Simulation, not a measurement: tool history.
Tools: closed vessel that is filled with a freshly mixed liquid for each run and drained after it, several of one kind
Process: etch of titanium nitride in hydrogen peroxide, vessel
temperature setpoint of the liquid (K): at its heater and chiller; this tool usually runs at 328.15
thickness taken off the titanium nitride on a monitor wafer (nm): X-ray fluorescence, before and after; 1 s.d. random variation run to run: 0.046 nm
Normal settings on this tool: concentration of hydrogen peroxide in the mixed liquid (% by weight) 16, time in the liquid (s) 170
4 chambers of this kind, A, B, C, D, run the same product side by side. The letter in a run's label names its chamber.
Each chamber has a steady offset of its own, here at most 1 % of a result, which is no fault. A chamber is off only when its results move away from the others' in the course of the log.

run   hour  temperature setpoint of the liquid (K)  concentration of hydrogen peroxide in the mixed liquid (% by weight)  time in the liquid (s)  read-back film thickness of the titanium nitride reference wafer, read on the same gauge (nm)  thickness taken off the titanium nitride on a monitor wafer (nm)
       9.7  -- chamber C: peroxide flow meter replaced
 1C   13.0                                  328.15                                                                    16                     170                                                                                         119.99                                                           11.7770
 2B   26.1                                  328.15                                                                    16                     170                                                                                         119.99                                                           11.8200
      27.8  -- chamber A: thermometer replaced
 3A   34.3                                  328.15                                                                    16                     170                                                                                         120.02                                                           11.6700
 4D   49.7                                  328.15                                                                    16                     170                                                                                         119.99                                                           11.7250
      60.4  -- chamber A: new drum of peroxide connected
 5A   60.9                                  328.15                                                                    16                     170                                                                                         119.98                                                           11.7620
      64.8  -- chamber D: new drum of peroxide connected
 6B   68.0                                  328.15                                                                    16                     170                                                                                         120.01                                                           11.7230
 7D   75.9                                  328.15                                                                    16                     170                                                                                         119.97                                                           11.8450
 8C   83.9                                  328.15                                                                    16                     170                                                                                         119.98                                                           11.6840
 9C   99.4                                  328.15                                                                    16                     265                                                                                         119.97                                                           18.3090
10B  106.8                                  328.15                                                                    16                     265                                                                                         119.94                                                           18.3520
11A  118.4                                  328.15                                                                    16                     265                                                                                         119.97                                                           18.4600
12D  125.5                                  328.15                                                                    16                     265                                                                                         119.94                                                           18.3820
13B  138.0                                  328.15                                                                    16                     170                                                                                         119.97                                                           11.6930
14D  153.2                                  328.15                                                                    16                     170                                                                                         119.96                                                           11.8180
15C  166.2                                  328.15                                                                    16                     170                                                                                         120.00                                                           11.7320
16A  175.8                                  328.15                                                                    16                     170                                                                                         119.99                                                           11.8080
17A  188.4                                  328.15                                                                    16                     170                                                                                         119.99                                                           11.6830
18C  200.1                                  328.15                                                                    16                     170                                                                                         120.01                                                           11.7270
     208.3  -- chamber B: new drum of peroxide connected
19B  210.0                                  328.15                                                                    16                     170                                                                                         120.04                                                           11.8180
20D  216.7                                  328.15                                                                    16                     170                                                                                         119.95                                                           11.8110
21A  226.4                                  328.15                                                                    12                     170                                                                                         120.01                                                           11.0600
22C  238.5                                  328.15                                                                    12                     170                                                                                         119.97                                                           11.1610
23D  253.9                                  328.15                                                                    12                     170                                                                                         119.96                                                           11.1920
24B  264.6                                  328.15                                                                    12                     170                                                                                         119.99                                                           11.1090
25B  278.7                                  328.15                                                                    16                     170                                                                                         120.02                                                           11.8270
26A  290.3                                  328.15                                                                    16                     170                                                                                         120.00                                                           11.7590
27D  299.3                                  328.15                                                                    16                     170                                                                                         119.99                                                           11.8510
28C  306.2                                  328.15                                                                    16                     170                                                                                         120.00                                                           11.9710
29B  317.7                                  328.15                                                                    19                     110                                                                                         119.98                                                            7.9186
30D  325.9                                  328.15                                                                    19                     110                                                                                         119.99                                                            7.9890
31C  333.8                                  328.15                                                                    19                     110                                                                                         119.99                                                            8.1026
32A  343.7                                  328.15                                                                    19                     110                                                                                         120.02                                                            7.8476
33B  359.1                                  328.15                                                                    16                     170                                                                                         120.02                                                           11.7200
34C  372.2                                  328.15                                                                    16                     170                                                                                         119.98                                                           12.1730
35A  381.1                                  328.15                                                                    16                     170                                                                                         119.99                                                           11.6930
36D  389.1                                  328.15                                                                    16                     170                                                                                         120.01                                                           11.8330
     391.8  -- chamber C: new drum of peroxide connected
37A  400.1                                  328.15                                                                    16                     170                                                                                         120.04                                                           11.8080
38C  412.3                                  328.15                                                                    16                     170                                                                                         120.02                                                           12.3130
39D  422.6                                  328.15                                                                    16                     170                                                                                         119.97                                                           11.7820
40B  433.6                                  328.15                                                                    16                     170                                                                                         120.00                                                           11.8150
41D  441.4                                  328.15                                                                    16                     170                                                                                         119.97                                                           11.7690
42A  449.0                                  328.15                                                                    16                     170                                                                                         120.00                                                           11.7730
43B  456.2                                  328.15                                                                    16                     170                                                                                         119.99                                                           11.7240

Each of the 4 chambers runs these same settings next. Fill in every chamber's results:
44A  467.3                                  328.15                                                                    16                     170                                                                                                                                                                ?
44B  467.3                                  328.15                                                                    16                     170                                                                                                                                                                ?
44C  467.3                                  328.15                                                                    16                     170                                                                                                                                                                ?
44D  467.3                                  328.15                                                                    16                     170                                                                                                                                                                ?

run  thickness taken off the titanium nitride on a monitor wafer (nm)
44A                                                           11.7580
44B                                                           11.6940
44C                                                           12.2590
44D                                                           11.8380

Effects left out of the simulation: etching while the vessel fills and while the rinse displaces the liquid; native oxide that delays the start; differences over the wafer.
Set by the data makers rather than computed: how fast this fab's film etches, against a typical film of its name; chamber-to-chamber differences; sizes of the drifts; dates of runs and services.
